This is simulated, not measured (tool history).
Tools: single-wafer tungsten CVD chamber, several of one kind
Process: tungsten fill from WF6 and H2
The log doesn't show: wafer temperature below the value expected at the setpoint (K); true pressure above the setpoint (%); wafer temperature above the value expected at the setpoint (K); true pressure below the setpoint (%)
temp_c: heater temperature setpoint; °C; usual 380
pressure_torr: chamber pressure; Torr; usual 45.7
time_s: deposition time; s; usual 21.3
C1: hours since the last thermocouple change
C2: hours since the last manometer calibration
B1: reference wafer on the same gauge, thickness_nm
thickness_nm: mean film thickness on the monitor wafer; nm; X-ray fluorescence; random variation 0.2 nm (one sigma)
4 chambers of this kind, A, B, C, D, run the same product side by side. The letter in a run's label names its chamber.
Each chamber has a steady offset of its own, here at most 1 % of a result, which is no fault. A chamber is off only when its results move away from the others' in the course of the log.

Run 1A, hour 13.9: usual settings; C1 2921.0; C2 543.5; B1 47.686. Result: thickness_nm 50.767 nm.
Run 2B, hour 25.3: usual settings; C1 372.6; C2 1281.4; B1 47.660. Result: thickness_nm 51.109 nm.
Run 3D, hour 39.8: usual settings; C1 2415.4; C2 2125.5; B1 47.686. Result: thickness_nm 50.686 nm.
Run 4C, hour 48.7: usual settings; C1 522.2; C2 796.7; B1 47.724. Result: thickness_nm 50.934 nm.
Run 5B, hour 59.1: usual settings; C1 406.4; C2 1315.2; B1 47.680. Result: thickness_nm 51.121 nm.
Run 6A, hour 68.2: usual settings; C1 2975.3; C2 597.8; B1 47.726. Result: thickness_nm 50.665 nm.
Run 7D, hour 75.4: usual settings; C1 2451.0; C2 2161.1; B1 47.719. Result: thickness_nm 50.564 nm.
Run 8C, hour 84.8: usual settings; C1 558.3; C2 832.8; B1 47.642. Result: thickness_nm 50.739 nm.
Run 9D, hour 98.8: usual settings; C1 2474.4; C2 2184.5; B1 47.703. Result: thickness_nm 50.701 nm.
Run 10C, hour 107.3: usual settings but temp_c 393 °C, pressure_torr 35.0 Torr; C1 580.8; C2 855.3; B1 47.694. Result: thickness_nm 57.970 nm.
Run 11A, hour 114.6: usual settings but temp_c 393 °C, pressure_torr 35.0 Torr; C1 3021.7; C2 644.2; B1 47.740. Result: thickness_nm 58.204 nm.
Run 12B, hour 121.3: usual settings but temp_c 393 °C, pressure_torr 35.0 Torr; C1 468.6; C2 1377.4; B1 47.654. Result: thickness_nm 58.587 nm.
At hour 132.8: chamber D: thermocouple changed; heater temperature recalibrated.
Run 13B, hour 135.6: usual settings but temp_c 393 °C, pressure_torr 35.0 Torr; C1 482.9; C2 1391.7; B1 47.666. Result: thickness_nm 58.494 nm.
Run 14D, hour 143.4: usual settings but pressure_torr 56.5 Torr, time_s 23.0 s; C1 10.7; C2 2229.1; B1 47.713. Result: thickness_nm 61.796 nm.
Run 15A, hour 150.9: usual settings but pressure_torr 56.5 Torr, time_s 23.0 s; C1 3058.0; C2 680.5; B1 47.698. Result: thickness_nm 60.388 nm.
Run 16C, hour 157.6: usual settings but pressure_torr 56.5 Torr, time_s 23.0 s; C1 631.1; C2 905.6; B1 47.700. Result: thickness_nm 60.702 nm.
Run 17C, hour 173.3: usual settings but pressure_torr 56.5 Torr, time_s 23.0 s; C1 646.8; C2 921.3; B1 47.656. Result: thickness_nm 60.546 nm.
Run 18A, hour 182.4: usual settings but temp_c 390 °C, pressure_torr 51.5 Torr; C1 3089.5; C2 712.0; B1 47.695. Result: thickness_nm 65.534 nm.
Run 19D, hour 192.8: usual settings but temp_c 390 °C, pressure_torr 51.5 Torr; C1 60.1; C2 2278.5; B1 47.722. Result: thickness_nm 66.615 nm.
Run 20B, hour 205.0: usual settings but temp_c 390 °C, pressure_torr 51.5 Torr; C1 552.3; C2 1461.1; B1 47.673. Result: thickness_nm 66.363 nm.
Run 21B, hour 214.1: usual settings but temp_c 390 °C, pressure_torr 51.5 Torr; C1 561.4; C2 1470.2; B1 47.697. Result: thickness_nm 66.242 nm.
Run 22A, hour 221.6: usual settings; C1 3128.7; C2 751.2; B1 47.653. Result: thickness_nm 51.291 nm.
Run 23D, hour 228.6: usual settings; C1 95.9; C2 2314.3; B1 47.668. Result: thickness_nm 52.225 nm.
Run 24C, hour 243.1: usual settings; C1 716.6; C2 991.1; B1 47.726. Result: thickness_nm 51.017 nm.
Run 25B, hour 250.9: usual settings; C1 598.2; C2 1507.0; B1 47.688. Result: thickness_nm 51.179 nm.

Is one chamber off against the others, does the gauge drift, or is nothing wrong? If a chamber is off, say which, and what the likeliest cause is.

A service left chamber D off against the others.
Cause: wafer temperature above the value expected at the setpoint (K) = 1.5.

Here are 4 candidates for chamber D's next run, each the usual settings with a change, their results left as question marks. Which one brings its results back in line with what the others give on the usual settings?
In line means no further than this from the other chambers' mean on the usual settings: thickness_nm 0.690 nm
Run 26D-1, hour 262.2: usual settings but temp_c 378 °C, pressure_torr 45.1 Torr. Result: thickness_nm ?.
Run 26D-2, hour 262.2: usual settings but pressure_torr 50.3 Torr. Result: thickness_nm ?.
Run 26D-3, hour 262.2: usual settings but temp_c 381 °C, time_s 21.4 s. Result: thickness_nm ?.
Run 26D-4, hour 262.2: usual settings but temp_c 379 °C, pressure_torr 45.5 Torr, time_s 21.2 s. Result: thickness_nm ?.

The other chambers' mean on the usual settings: thickness_nm 51.015 nm
  run  thickness_nm
26D-1        49.679
26D-2        54.391
26D-3        53.326
26D-4        50.658
26D-4 brings the chamber back in line.
